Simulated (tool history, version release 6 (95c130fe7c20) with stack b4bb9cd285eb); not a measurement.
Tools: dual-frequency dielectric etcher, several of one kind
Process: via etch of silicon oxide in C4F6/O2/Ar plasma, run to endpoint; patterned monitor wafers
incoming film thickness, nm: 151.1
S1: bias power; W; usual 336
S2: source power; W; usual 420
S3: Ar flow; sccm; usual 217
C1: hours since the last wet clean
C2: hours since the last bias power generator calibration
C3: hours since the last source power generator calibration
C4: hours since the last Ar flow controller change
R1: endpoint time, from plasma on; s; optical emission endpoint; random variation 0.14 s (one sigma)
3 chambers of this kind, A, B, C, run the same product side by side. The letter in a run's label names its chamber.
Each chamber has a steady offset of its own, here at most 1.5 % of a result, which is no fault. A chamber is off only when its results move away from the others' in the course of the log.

run  hour   S1   S2   S3     C1      C2      C3      C4      R1
 1C   2.4  336  420  217  364.8  1123.5  1155.1  2133.3  36.630
 2A   6.0  336  420  217  559.1   822.6   477.6   300.7  36.729
 3B   9.5  336  420  217  435.4  3259.1   340.8   182.2  35.945
 4C  13.8  336  420  217  376.2  1134.9  1166.5  2144.7  36.681
 5B  16.6  336  420  217  442.5  3266.2   347.9   189.3  35.760
 6A  19.1  336  420  217  572.2   835.7   490.7   313.8  37.013
 7C  21.5  336  420  217  383.9  1142.6  1174.2  2152.4  36.654
     22.9  -- chamber C: wet clean of the chamber
 8A  24.8  336  420  217  577.9   841.4   496.4   319.5  36.729
     25.2  -- chamber A: wet clean of the chamber
 9B  29.9  336  420  217  455.8  3279.5   361.2   202.6  36.006
10C  34.4  336  420  217   11.5  1155.5  1187.1  2165.3  36.658
11B  39.4  336  420  217  465.3  3289.0   370.7   212.1  35.944
12A  43.8  336  420  217   18.7   860.4   515.4   338.5  37.766
13B  46.3  336  420  217  472.2  3295.9   377.6   219.0  36.193
14C  51.0  336  420  217   28.1  1172.1  1203.7  2181.9  36.564
15A  55.7  336  420  217   30.6   872.3   527.3   350.4  37.570
16A  58.6  336  420  217   33.5   875.2   530.2   353.3  37.621
17B  61.1  336  420  217  487.0  3310.7   392.4   233.8  35.719
18C  64.8  336  420  217   41.9  1185.9  1217.5  2195.7  36.490
19A  68.4  373  420  243   43.3   885.0   540.0   363.1  36.779
20B  70.7  373  420  243  496.6  3320.3   402.0   243.4  34.904
21C  74.0  373  420  243   51.1  1195.1  1226.7  2204.9  35.682

All 3 chambers run these settings next. Forecast each chamber's results:
22A  77.8  336  420  217                   ?
22B  77.8  336  420  217                   ?
22C  77.8  336  420  217                   ?

run      R1
22A  37.760
22B  35.836
22C  36.514
